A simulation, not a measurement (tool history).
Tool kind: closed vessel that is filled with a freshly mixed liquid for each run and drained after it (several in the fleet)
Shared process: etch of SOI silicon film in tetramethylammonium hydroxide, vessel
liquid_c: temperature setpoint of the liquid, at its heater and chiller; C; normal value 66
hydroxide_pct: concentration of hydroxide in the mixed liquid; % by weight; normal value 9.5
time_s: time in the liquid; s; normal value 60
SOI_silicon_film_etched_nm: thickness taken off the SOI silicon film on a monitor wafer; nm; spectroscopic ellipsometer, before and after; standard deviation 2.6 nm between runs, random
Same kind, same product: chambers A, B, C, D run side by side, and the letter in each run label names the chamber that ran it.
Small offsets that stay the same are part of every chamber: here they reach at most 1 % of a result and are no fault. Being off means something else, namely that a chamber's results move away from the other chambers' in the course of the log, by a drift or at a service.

run,hour,liquid_c,hydroxide_pct,time_s,"read-back film thickness of the SOI silicon film reference wafer, read on the same gauge (nm)",SOI_silicon_film_etched_nm
1D,15.1,66,9.5,60,109.98,326.57
2B,29.7,66,9.5,60,110.01,324.67
3C,37.8,66,9.5,60,110.02,331.69
4A,46.2,66,9.5,60,109.99,334.43
5B,56.7,66,11,30,109.99,152.57
6C,71.6,66,11,30,109.99,155.57
7A,83.6,66,11,30,109.98,158.09
8D,97.7,66,11,30,110,158.47
9C,106.1,66,12,35,109.98,175.19
10A,119.2,66,12,35,109.99,181.24
11D,130.2,66,12,35,110,177.16
# hour 135.4: chamber D: hydroxide flow meter replaced
12B,136.9,66,12,35,110,175.83
13D,143.9,60,9.5,60,110.01,224.65
14A,152.1,60,9.5,60,110.01,229.42
# hour 154.6: chamber C: thermometer replaced
15C,164.6,60,9.5,60,110,225.41
16B,171.3,60,9.5,60,109.98,228.75
17D,179.9,66,9.5,60,109.99,330.07
18C,186.5,66,9.5,60,110,334.18
19B,195.4,66,9.5,60,110.02,326.49
20A,202.7,66,7,60,110.01,369.15
21B,215.2,66,7,60,109.99,369.68
22D,227.5,66,7,60,109.98,363.37
23A,235,66,7,60,109.99,366.6
24C,241.9,66,9.5,60,109.98,332.2
25D,249.7,66,9.5,60,110,333
26A,257.1,66,9.5,60,110.01,334.78
# hour 258: chamber B: hydroxide flow meter replaced
27B,271.2,66,9.5,60,110,328.99
# hour 278.7: chamber B: thermometer replaced
28C,282.9,66,9.5,60,110,327.87
29D,295.1,66,9.5,60,110.02,333.15
30B,305.7,66,9.5,60,110.01,330.71

One chamber off, gauge drift, or nothing amiss beyond the chambers' own small offsets? If it is a chamber, which one, and what is the likeliest cause?

Beyond each chamber's small constant offset nothing stands out, and the gauge stays steady.

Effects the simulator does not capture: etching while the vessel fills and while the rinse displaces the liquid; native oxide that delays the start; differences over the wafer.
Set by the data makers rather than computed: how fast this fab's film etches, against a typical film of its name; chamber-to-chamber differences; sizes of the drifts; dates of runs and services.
